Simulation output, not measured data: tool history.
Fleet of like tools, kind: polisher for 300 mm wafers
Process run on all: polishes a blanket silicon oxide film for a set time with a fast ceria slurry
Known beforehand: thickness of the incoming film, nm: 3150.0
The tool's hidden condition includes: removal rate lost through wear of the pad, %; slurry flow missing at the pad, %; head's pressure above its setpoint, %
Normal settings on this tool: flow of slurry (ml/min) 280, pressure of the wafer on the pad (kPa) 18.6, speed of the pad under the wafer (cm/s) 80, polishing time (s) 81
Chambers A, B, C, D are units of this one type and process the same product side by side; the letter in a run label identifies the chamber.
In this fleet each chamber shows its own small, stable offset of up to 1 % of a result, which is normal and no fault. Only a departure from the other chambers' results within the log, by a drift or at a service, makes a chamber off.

run  hour  flow of slurry (ml/min)  pressure of the wafer on the pad (kPa)  speed of the pad under the wafer (cm/s)  polishing time (s)  wafers polished on this pad  hours since the slurry nozzle was cleaned  hours since the head pressure was calibrated  film removed (nm)
      0.1  -- chamber B: slurry nozzle cleaned
 1D   4.4                      280                                    18.6                                       80                  81                          569                                      501.4                                         227.2             993.58
 2A   9.2                      280                                    18.6                                       80                  81                          198                                      596.6                                         622.4             1003.5
 3B    14                      280                                    18.6                                       80                  81                          620                                       13.9                                         363.3             1025.8
 4C  17.7                      280                                    18.6                                       80                  81                          661                                      124.7                                         487.4             1055.2
 5D  22.4                      280                                    18.6                                       80                  81                          795                                      519.4                                         245.2             980.06
 6C  24.7                      280                                    18.6                                       80                  81                          749                                      131.7                                         494.4             1026.2
 7A    27                      345                                    18.6                                       80                  81                          422                                      614.4                                         640.2             1018.8
 8B  29.6                      345                                    18.6                                       80                  81                          816                                       29.5                                         378.9             1073.4
 9D  34.4                      345                                    18.6                                       80                  81                          946                                      531.4                                         257.2             1007.2
     36.1  -- chamber D: worn pad replaced by a new one
     38.1  -- chamber A: head pressure recalibrated
10C  38.7                      345                                    18.6                                       80                  81                          925                                      145.7                                         508.4               1034
11A  42.2                      280                                    18.6                                       80                  81                          614                                      629.6                                           4.2             1124.9
12B  46.1                      280                                    18.6                                       80                  81                         1024                                         46                                         395.4               1022
13D    51                      280                                    18.6                                       80                  81                          188                                        548                                         273.8             994.65
14C  55.6                      280                                    18.6                                       80                  81                         1138                                      162.6                                         525.3             1006.6
     57.9  -- chamber C: worn pad replaced by a new one
15B  58.1                      280                                    18.6                                       80                  81                         1174                                         58                                         407.4             1012.8
16A  60.6                      280                                    18.6                                       80                  81                          845                                        648                                          22.6             1111.5
17C  63.1                      280                                    18.6                                       80                  81                           66                                      170.1                                         532.8             1024.2
18D  67.4                      280                                    18.6                                       80                  81                          394                                      564.4                                         290.2             999.48
     69.4  -- chamber A: worn pad replaced by a new one
19A  70.2                      280                                    18.6                                       80                  81                           10                                      657.6                                          32.2             1124.9
20B  72.4                      280                                    18.6                                       80                  81                         1354                                       72.3                                         421.7             1018.8
     74.2  -- chamber B: worn pad replaced by a new one
21C    75                      280                                    18.6                                       80                  81                          216                                        182                                         544.7             1006.1
     75.7  -- chamber D: head pressure recalibrated
22B    78                      280                                    18.6                                       80                  81                           48                                       77.9                                         427.3             1013.7
23D  82.3                      280                                    18.6                                       80                  81                          582                                      579.3                                           6.7             986.26
24A  84.6                      280                                    18.6                                       80                  81                          191                                        672                                          46.6             1106.3

Read the log: is a single chamber off, either drifting away or since a service, is the gauge that measures every chamber drifting, or is nothing wrong beyond small per-chamber offsets? Name any odd chamber and what most likely caused it.

Chamber A has stood off from the others ever since a service on it.
Most likely cause: head's pressure above its setpoint, % = 11.

Which of the 4 candidates below, each the usual settings with something changed and its results left as question marks, puts chamber A back in line with what the other chambers give on the usual settings?
In line here means within this much of the mean the other chambers give on the usual settings: film removed (nm) 53
25A-1  88.1                      280                                    17.2                                       80                  81                                                                                                                                        ?
25A-2  88.1                      280                                      20                                       86                  87                                                                                                                                        ?
25A-3  88.1                      280                                    18.6                                       88                  81                                                                                                                                        ?
25A-4  88.1                      280                                    18.6                                       64                  81                                                                                                                                        ?

The other chambers' mean on the usual settings: film removed (nm) 1015.7
  run  film removed (nm)
25A-1             1032.7
25A-2             1381.3
25A-3             1225.4
25A-4             893.75
25A-1 is the one that brings the chamber's results back in line with the other chambers.
